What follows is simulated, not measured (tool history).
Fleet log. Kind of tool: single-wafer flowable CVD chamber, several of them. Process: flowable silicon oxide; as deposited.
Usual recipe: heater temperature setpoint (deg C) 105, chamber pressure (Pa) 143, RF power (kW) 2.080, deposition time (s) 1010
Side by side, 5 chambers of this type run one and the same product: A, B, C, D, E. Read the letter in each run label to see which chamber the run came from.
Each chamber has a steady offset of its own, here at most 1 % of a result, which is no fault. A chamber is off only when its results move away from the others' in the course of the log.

| run | hour | heater temperature setpoint (deg C) | chamber pressure (Pa) | RF power (kW) | deposition time (s) | hours since the last thermocouple change | hours since the last RF generator calibration | hours since the last manometer calibration | read-back reference wafer on the same gauge, thickness_nm | mean film thickness on the monitor wafer (angstrom) |
|---|---|---|---|---|---|---|---|---|---|---|
| 1B | 13.9 | 105 | 143 | 2.080 | 1010 | 23.1 | 69.2 | 488.3 | 852.45 | 7535.4 |
| 2E | 21.6 | 105 | 143 | 2.080 | 1010 | 742.4 | 40.0 | 197.6 | 853.45 | 7482.5 |
| 3A | 29.8 | 105 | 143 | 2.080 | 1010 | 1015.8 | 792.3 | 512.8 | 852.78 | 7451.2 |
| 4D | 37.5 | 105 | 143 | 2.080 | 1010 | 1606.9 | 727.9 | 796.7 | 853.14 | 7412.2 |
| 5C | 50.8 | 105 | 143 | 2.080 | 1010 | 886.1 | 343.3 | 681.3 | 852.99 | 7476.5 |
| 6E | 65.5 | 105 | 143 | 2.080 | 1010 | 786.3 | 83.9 | 241.5 | 852.66 | 7480.5 |
| 7D | 72.2 | 105 | 143 | 2.080 | 1010 | 1641.6 | 762.6 | 831.4 | 853.00 | 7512.3 |
| 8A | 83.6 | 105 | 143 | 2.080 | 1010 | 1069.6 | 846.1 | 566.6 | 852.81 | 7426.2 |
| 9B | 94.3 | 105 | 143 | 2.080 | 1010 | 103.5 | 149.6 | 568.7 | 852.14 | 7521.8 |
| 10C | 106.1 | 105 | 143 | 2.080 | 1010 | 941.4 | 398.6 | 736.6 | 852.41 | 7461.6 |
| 11B | 121.1 | 105 | 143 | 2.080 | 1010 | 130.3 | 176.4 | 595.5 | 852.64 | 7539.0 |
| 12D | 134.7 | 105 | 143 | 2.080 | 1010 | 1704.1 | 825.1 | 893.9 | 852.78 | 7479.4 |
| 13A | 148.3 | 105 | 143 | 2.080 | 820 | 1134.3 | 910.8 | 631.3 | 853.62 | 6000.5 |
| 14E | 159.8 | 105 | 143 | 2.080 | 820 | 880.6 | 178.2 | 335.8 | 852.62 | 6059.7 |
| 15C | 175.0 | 105 | 143 | 2.080 | 820 | 1010.3 | 467.5 | 805.5 | 853.37 | 6053.3 |
| 16B | 190.3 | 105 | 143 | 2.080 | 820 | 199.5 | 245.6 | 664.7 | 852.54 | 6114.3 |
| 17A | 197.8 | 105 | 143 | 2.080 | 820 | 1183.8 | 960.3 | 680.8 | 853.96 | 6034.3 |
| 18D | 208.8 | 105 | 143 | 2.080 | 1010 | 1778.2 | 899.2 | 968.0 | 852.90 | 7505.5 |
| 19E | 219.0 | 105 | 143 | 2.080 | 1010 | 939.8 | 237.4 | 395.0 | 853.41 | 7443.4 |
| 20C | 227.1 | 105 | 143 | 2.080 | 1010 | 1062.4 | 519.6 | 857.6 | 853.65 | 7456.9 |
| 21D | 242.7 | 105 | 143 | 1.790 | 1080 | 1812.1 | 933.1 | 1001.9 | 852.78 | 7702.5 |
| 22E | 253.4 | 105 | 143 | 1.790 | 1080 | 974.2 | 271.8 | 429.4 | 852.74 | 7654.1 |
| 23C | 262.1 | 105 | 143 | 1.790 | 1080 | 1097.4 | 554.6 | 892.6 | 853.19 | 7735.5 |
| 24B | 276.9 | 105 | 143 | 1.790 | 1080 | 286.1 | 332.2 | 751.3 | 854.03 | 7802.4 |
| 25A | 289.1 | 105 | 143 | 1.790 | 1080 | 1275.1 | 1051.6 | 772.1 | 853.48 | 7648.6 |
| 26B | 303.9 | 105 | 143 | 2.080 | 1010 | 313.1 | 359.2 | 778.3 | 853.67 | 7568.3 |
| 27E | 313.7 | 105 | 143 | 2.080 | 1010 | 1034.5 | 332.1 | 489.7 | 852.31 | 7379.4 |
| 28A | 324.1 | 105 | 143 | 2.080 | 1010 | 1310.1 | 1086.6 | 807.1 | 853.41 | 7422.2 |
| 29D | 336.6 | 105 | 143 | 2.080 | 1010 | 1906.0 | 1027.0 | 1095.8 | 853.65 | 7469.8 |
| 30C | 351.0 | 105 | 143 | 2.080 | 1010 | 1186.3 | 643.5 | 981.5 | 852.68 | 7445.4 |
| 31D | 358.4 | 105 | 143 | 2.080 | 1010 | 1927.8 | 1048.8 | 1117.6 | 852.71 | 7431.6 |
| 32C | 370.4 | 105 | 143 | 2.080 | 910 | 1205.7 | 662.9 | 1000.9 | 852.35 | 6742.1 |
| 33E | 383.3 | 105 | 143 | 2.080 | 910 | 1104.1 | 401.7 | 559.3 | 852.17 | 6617.2 |
| 34B | 397.7 | 105 | 143 | 2.080 | 910 | 406.9 | 453.0 | 872.1 | 853.23 | 6802.8 |
| 35A | 404.8 | 105 | 143 | 2.080 | 910 | 1390.8 | 1167.3 | 887.8 | 853.00 | 6714.3 |
| 36A | 411.8 | 105 | 143 | 2.080 | 910 | 1397.8 | 1174.3 | 894.8 | 853.16 | 6686.5 |
| 37E | 422.2 | 105 | 143 | 2.080 | 1010 | 1143.0 | 440.6 | 598.2 | 852.27 | 7331.6 |
| 38C | 433.3 | 105 | 143 | 2.080 | 1010 | 1268.6 | 725.8 | 1063.8 | 853.15 | 7435.5 |
| 39B | 440.1 | 105 | 143 | 2.080 | 1010 | 449.3 | 495.4 | 914.5 | 853.06 | 7630.9 |
| 40D | 447.5 | 105 | 143 | 2.080 | 1010 | 2016.9 | 1137.9 | 1206.7 | 853.39 | 7465.1 |
| 41C | 457.9 | 105 | 143 | 2.080 | 1010 | 1293.2 | 750.4 | 1088.4 | 853.23 | 7463.5 |
| 42B | 472.1 | 105 | 143 | 2.080 | 1010 | 481.3 | 527.4 | 946.5 | 852.09 | 7552.5 |

Predict what each chamber gives when all 5 of them run the settings below next.
| 43A | 483.2 | 105 | 143 | 2.080 | 1010 |  |  |  |  | ? |
| 43B | 483.2 | 105 | 143 | 2.080 | 1010 |  |  |  |  | ? |
| 43C | 483.2 | 105 | 143 | 2.080 | 1010 |  |  |  |  | ? |
| 43D | 483.2 | 105 | 143 | 2.080 | 1010 |  |  |  |  | ? |
| 43E | 483.2 | 105 | 143 | 2.080 | 1010 |  |  |  |  | ? |

| run | mean film thickness on the monitor wafer (angstrom) |
|---|---|
| 43A | 7406.9 |
| 43B | 7527.6 |
| 43C | 7444.1 |
| 43D | 7438.0 |
| 43E | 7293.2 |

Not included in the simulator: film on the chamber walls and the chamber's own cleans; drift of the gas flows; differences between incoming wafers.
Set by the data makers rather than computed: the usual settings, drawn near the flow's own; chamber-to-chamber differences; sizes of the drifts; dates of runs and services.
